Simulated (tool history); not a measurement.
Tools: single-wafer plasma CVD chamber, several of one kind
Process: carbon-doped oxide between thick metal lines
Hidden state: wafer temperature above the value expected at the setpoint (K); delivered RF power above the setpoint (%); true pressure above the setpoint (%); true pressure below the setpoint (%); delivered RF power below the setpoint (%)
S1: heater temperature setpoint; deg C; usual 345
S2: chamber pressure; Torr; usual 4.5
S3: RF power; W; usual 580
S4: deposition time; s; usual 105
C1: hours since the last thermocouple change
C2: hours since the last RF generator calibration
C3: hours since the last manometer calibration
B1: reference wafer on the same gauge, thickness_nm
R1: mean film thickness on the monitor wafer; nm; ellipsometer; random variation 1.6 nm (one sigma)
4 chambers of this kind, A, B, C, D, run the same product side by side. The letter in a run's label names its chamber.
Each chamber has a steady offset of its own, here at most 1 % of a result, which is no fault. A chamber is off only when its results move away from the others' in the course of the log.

run,hour,S1,S2,S3,S4,C1,C2,C3,B1,R1
# hour 6.8: chamber D: capacitance manometer re-zeroed and calibrated
1C,14.1,345,4.5,580,105,35.2,520.1,1139.4,637.62,583.12
2B,25.2,345,4.5,580,105,1025,662,1666.7,638.33,574.74
3D,39.2,345,4.5,580,105,1729.6,1862,32.5,638.24,580.19
4A,51.3,345,4.5,580,105,1191.3,1532.9,1398,638.13,578.31
5C,58.2,345,4.5,580,105,79.3,564.2,1183.5,638.31,580.12
6D,74.1,345,3.8,580,119,1764.5,1896.9,67.4,638.15,642.73
7B,81.6,345,3.8,580,119,1081.4,718.4,1723.1,638.18,636.42
8A,94.1,345,3.8,580,119,1234.1,1575.7,1440.8,637.68,640.49
9B,101.3,345,3.8,580,119,1101.1,738.1,1742.8,638.22,636.52
10C,113.1,345,4.5,580,105,134.2,619.1,1238.4,637.96,580.2
11D,124,345,4.5,580,105,1814.4,1946.8,117.3,637.57,582.37
12A,134.4,345,4.5,580,105,1274.4,1616,1481.1,638.02,577.94
13D,148.9,345,4.5,580,105,1839.3,1971.7,142.2,638.1,583.69
14C,160.6,345,4.5,580,105,181.7,666.6,1285.9,637.99,581.03
15B,170.9,345,4.5,580,105,1170.7,807.7,1812.4,637.93,577.99
16A,180.9,345,4.5,580,105,1320.9,1662.5,1527.6,637.47,577.09
17C,190,345,4.5,580,105,211.1,696,1315.3,637.94,580.56
# hour 196.8: chamber A: RF generator calibrated
18B,205.4,345,4.5,580,105,1205.2,842.2,1846.9,637.58,573.78
19A,221,345,4.5,580,105,1361,24.2,1567.7,638.3,577.85
20D,230.4,345,4.5,580,105,1920.8,2053.2,223.7,638.1,583.07
21A,240.2,345,4.5,580,105,1380.2,43.4,1586.9,638.3,578.29
# hour 252.9: chamber B: thermocouple changed; heater temperature recalibrated
22C,256,350,4.5,580,105,277.1,762,1381.3,638.28,573.03
23B,270.1,350,4.5,580,105,17.2,906.9,1911.6,637.92,561.28
24D,280.6,350,4.5,580,105,1971,2103.4,273.9,637.87,575.51
25B,296.4,350,4.5,580,105,43.5,933.2,1937.9,637.73,558.87
26A,307.2,345,4.5,580,105,1447.2,110.4,1653.9,638.27,579.72
27C,317,334,4.5,580,105,338.1,823,1442.3,637.41,597.13
28D,330.7,334,4.5,580,105,2021.1,2153.5,324,638.41,598.32
29A,339.5,334,4.5,580,105,1479.5,142.7,1686.2,638.26,597.72
30C,351.1,334,4.5,580,105,372.2,857.1,1476.4,638.23,597.71
31D,366.4,345,4.5,580,105,2056.8,2189.2,359.7,638.32,582.03
32B,378.3,345,4.5,580,105,125.4,1015.1,2019.8,637.61,568.97
33A,394.1,345,4.5,580,105,1534.1,197.3,1740.8,638.36,580.82
34B,406.5,345,4.5,580,105,153.6,1043.3,2048,638.14,565.67
35C,418.1,345,4.5,580,95,439.2,924.1,1543.4,637.82,524.09
36D,430.2,345,4.5,580,95,2120.6,2253,423.5,637.78,526.56
37A,443.6,345,4.5,580,95,1583.6,246.8,1790.3,637.93,524.93
38C,452,345,4.5,580,95,473.1,958,1577.3,638.04,527.82
# hour 463.5: chamber B: RF generator calibrated
39D,468,345,4.89,580,105,2158.4,2290.8,461.3,637.98,588.91
40B,475.4,345,4.89,580,105,222.5,11.9,2116.9,638.14,575.69
41D,484.2,345,4.89,580,105,2174.6,2307,477.5,638.05,591.12
42A,496.5,345,4.89,580,105,1636.5,299.7,1843.2,638.44,585.99
43C,510.1,336,4.5,675,105,531.2,1016.1,1635.4,638.48,651.07

Next, every chamber runs the same settings. What will each give?
44A,521.5,345,4.5,580,105,,,,,?
44B,521.5,345,4.5,580,105,,,,,?
44C,521.5,345,4.5,580,105,,,,,?
44D,521.5,345,4.5,580,105,,,,,?

run,R1
44A,580.03
44B,568.02
44C,579.82
44D,581.43
